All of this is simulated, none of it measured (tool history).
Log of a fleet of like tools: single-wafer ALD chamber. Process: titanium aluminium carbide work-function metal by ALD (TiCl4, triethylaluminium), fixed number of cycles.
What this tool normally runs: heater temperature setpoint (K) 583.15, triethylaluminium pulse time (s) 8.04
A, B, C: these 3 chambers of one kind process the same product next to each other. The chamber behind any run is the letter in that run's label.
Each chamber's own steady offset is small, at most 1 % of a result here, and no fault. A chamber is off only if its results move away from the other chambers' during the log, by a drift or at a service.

run   hour  heater temperature setpoint (K)  triethylaluminium pulse time (s)  hours since the last thermocouple change  hours since the last triethylaluminium bottle change  read-back reference wafer on the same gauge, thickness_nm  mean film thickness on the monitor wafer (nm)
 1A   14.5                           583.15                              8.04                                    1625.9                                                 151.6                                                     2.0098                                         2.0437
 2B   27.2                           583.15                              8.04                                      62.3                                                 663.4                                                     2.0092                                         2.0012
 3C   35.6                           583.15                              8.04                                    1731.4                                                 656.9                                                     2.0102                                          2.025
 4B   46.4                           583.15                              8.04                                      81.5                                                 682.6                                                     2.0094                                         2.0068
 5C   61.6                           583.15                              8.04                                    1757.4                                                 682.9                                                     2.0108                                         2.0239
 6A   76.8                           583.15                              8.04                                    1688.2                                                 213.9                                                     2.0093                                         2.0251
 7B     86                           573.15                              8.04                                     121.1                                                 722.2                                                     2.0092                                         1.9102
 8C   99.1                           573.15                              8.04                                    1794.9                                                 720.4                                                     2.0095                                         1.9455
 9A  113.5                           573.15                              8.04                                    1724.9                                                 250.6                                                     2.0098                                         1.9242
10C  123.3                           583.15                              8.04                                    1819.1                                                 744.6                                                      2.009                                         2.0321
     129.7  -- chamber B: triethylaluminium bottle replaced
11B  136.1                           583.15                              8.04                                     171.2                                                   6.4                                                     2.0092                                         2.0227
     139.6  -- chamber C: thermocouple changed; heater temperature recalibrated
12A  145.6                           583.15                              8.04                                      1757                                                 282.7                                                     2.0105                                          2.011
13B  159.3                           583.15                              8.04                                     194.4                                                  29.6                                                     2.0092                                         2.0143
14A  167.7                           583.15                              8.04                                    1779.1                                                 304.8                                                     2.0108                                         2.0005
15C  177.4                           583.15                              8.04                                      37.9                                                 798.7                                                     2.0103                                         2.0271
16A  187.9                           583.15                              8.04                                    1799.3                                                   325                                                     2.0097                                         1.9973
17B  200.6                           583.15                              8.04                                     235.7                                                  70.9                                                     2.0099                                         1.9986
18C  214.7                           573.15                              6.82                                      75.2                                                   836                                                     2.0112                                         1.8805
19B    228                           573.15                              6.82                                     263.1                                                  98.3                                                     2.0089                                          1.849
20A  236.8                           573.15                              6.82                                    1848.2                                                 373.9                                                     2.0104                                         1.8436
21C  251.7                           583.15                              8.04                                     112.2                                                   873                                                     2.0115                                          2.018
22A  266.6                           583.15                              8.04                                      1878                                                 403.7                                                     2.0091                                         2.0004
23B  275.7                           583.15                              8.04                                     310.8                                                   146                                                     2.0103                                         1.9974
24C  286.2                           583.15                              8.04                                     146.7                                                 907.5                                                     2.0106                                         2.0345
25A  294.9                           583.15                              8.04                                    1906.3                                                   432                                                     2.0114                                         1.9794
26C  309.3                           583.15                              8.04                                     169.8                                                 930.6                                                     2.0097                                         2.0195
27B  317.4                           583.15                              8.04                                     352.5                                                 187.7                                                     2.0103                                         1.9916
28B  327.4                           583.15                              8.04                                     362.5                                                 197.7                                                     2.0108                                         2.0082
29A  338.2                           598.15                              9.37                                    1949.6                                                 475.3                                                     2.0093                                          2.164
30C    348                           598.15                              9.37                                     208.5                                                 969.3                                                     2.0096                                         2.2244
31C  360.7                           598.15                              9.37                                     221.2                                                   982                                                     2.0101                                         2.2035

Has any chamber moved away from the others, gradually or after a service, or does the common gauge drift, or do the chambers differ only by their own small steady offsets? State the chamber and the most likely cause if one applies.

It is chamber A that slowly wanders off from its peers.
What lies behind it: wafer temperature below the value expected at the setpoint (K) = 5.96.
From this log alone, it may not be told apart from: triethylaluminium dose below that of a fresh bottle (%).

Here are 4 candidates for chamber A's next run, each the usual settings with a change, their results left as question marks. Which one brings its results back in line with what the others give on the usual settings?
Allowed miss from the other chambers' usual-settings mean, per result, to count as in line: mean film thickness on the monitor wafer (nm) 0.025
32A-1   372                           587.15                              9.01                                                                                                                                                                                                         ?
32A-2   372                           583.15                              7.32                                                                                                                                                                                                         ?
32A-3   372                           583.15                              6.82                                                                                                                                                                                                         ?
32A-4   372                           585.15                              8.46                                                                                                                                                                                                         ?

Average result of the remaining chambers running the usual settings: mean film thickness on the monitor wafer (nm) 2.014
  run  mean film thickness on the monitor wafer (nm)
32A-1                                         2.0502
32A-2                                         1.9392
32A-3                                         1.9067
32A-4                                         2.0126
Change 32A-4 lands the chamber within the allowed miss of the other chambers.

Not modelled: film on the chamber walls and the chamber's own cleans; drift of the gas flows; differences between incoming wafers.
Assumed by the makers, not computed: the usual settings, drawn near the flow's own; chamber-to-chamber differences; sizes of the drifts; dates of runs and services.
